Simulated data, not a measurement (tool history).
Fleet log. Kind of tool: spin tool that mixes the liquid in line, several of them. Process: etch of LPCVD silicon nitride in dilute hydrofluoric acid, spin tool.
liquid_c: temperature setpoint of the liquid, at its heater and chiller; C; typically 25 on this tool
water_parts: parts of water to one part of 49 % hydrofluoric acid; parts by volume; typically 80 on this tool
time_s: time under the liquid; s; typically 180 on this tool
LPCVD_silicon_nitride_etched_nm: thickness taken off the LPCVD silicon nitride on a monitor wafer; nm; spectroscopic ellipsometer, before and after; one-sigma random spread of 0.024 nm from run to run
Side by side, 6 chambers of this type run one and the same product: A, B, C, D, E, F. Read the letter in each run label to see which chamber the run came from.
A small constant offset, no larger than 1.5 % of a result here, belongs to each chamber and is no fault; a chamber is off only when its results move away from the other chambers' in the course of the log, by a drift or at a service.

run	hour	liquid_c	water_parts	time_s	read-back film thickness of the LPCVD silicon nitride reference wafer, read on the same gauge (nm)	LPCVD_silicon_nitride_etched_nm
1C	4.7	25	80	180	59.954	1.1751
2E	11.7	25	80	180	59.96	1.2225
3F	17.3	25	80	180	60.063	1.1098
4D	22.2	25	80	180	59.996	1.1132
5B	26.7	25	80	180	59.998	1.1639
6A	32.6	25	80	180	59.988	1.1461
7C	40.4	25	80	180	59.943	1.156
8A	46.2	25	80	80	60.015	0.52149
9F	50	25	80	80	60.004	0.51018
10E	57	25	80	80	60.054	0.52184
11D	61.4	25	80	80	59.998	0.52016
# hour 64.7: chamber D: hydrofluoric acid flow meter replaced
12B	66.2	25	80	80	60.027	0.51858
13F	70.3	25	80	80	60.032	0.51002
14D	77.4	25	80	145	59.977	0.91785
15E	84.9	25	80	145	60.038	0.96954
16B	90.2	25	80	145	59.997	0.9583
17C	94.3	25	80	145	60.037	0.96669
18A	98.7	25	80	145	60.024	0.94551
19E	105.7	25	80	145	59.982	0.93932
20A	112.6	29	95	180	60.029	1.2504
21D	116.1	29	95	180	59.99	1.2327
22F	120.2	29	95	180	59.993	1.2821
23B	127.8	29	95	180	60.036	1.2739
24C	133.9	29	95	180	60.04	1.2637
25C	139	29	95	180	59.988	1.2607
26A	144.9	30	80	135	59.999	1.2151
27F	151.6	30	80	135	59.985	1.2043
28D	156.8	30	80	135	60.014	1.1955
# hour 160.8: chamber A: thermometer replaced
29E	164.3	30	80	135	60.022	1.2113
30B	172.2	30	80	135	60.003	1.2241
31B	178.7	30	80	135	59.988	1.2321
32A	183.9	25	80	180	59.976	1.1587
33E	191	25	80	180	59.961	1.1692
34C	198.3	25	80	180	59.975	1.1109
35D	202.9	25	80	180	60.017	1.15
36F	210.9	25	80	180	59.998	1.1197
37E	217.7	23.5	80	180	60.013	1.0854
38F	225.4	23.5	80	180	59.959	1.0316
39C	232.3	23.5	80	180	60.009	1.0338
40B	237.2	23.5	80	180	59.967	1.0614
41D	243.8	23.5	80	180	60.02	1.0407
42A	248.4	23.5	80	180	60.027	1.0719
43E	252.7	25	80	180	59.991	1.1435

For the next run the whole fleet of 6 chambers uses the same settings. Give each chamber's results:
44A	258.4	25	45	180		?
44B	258.4	25	45	180		?
44C	258.4	25	45	180		?
44D	258.4	25	45	180		?
44E	258.4	25	45	180		?
44F	258.4	25	45	180		?

run	LPCVD_silicon_nitride_etched_nm
44A	2.1044
44B	2.0183
44C	1.9879
44D	2.0659
44E	2.0272
44F	2.001

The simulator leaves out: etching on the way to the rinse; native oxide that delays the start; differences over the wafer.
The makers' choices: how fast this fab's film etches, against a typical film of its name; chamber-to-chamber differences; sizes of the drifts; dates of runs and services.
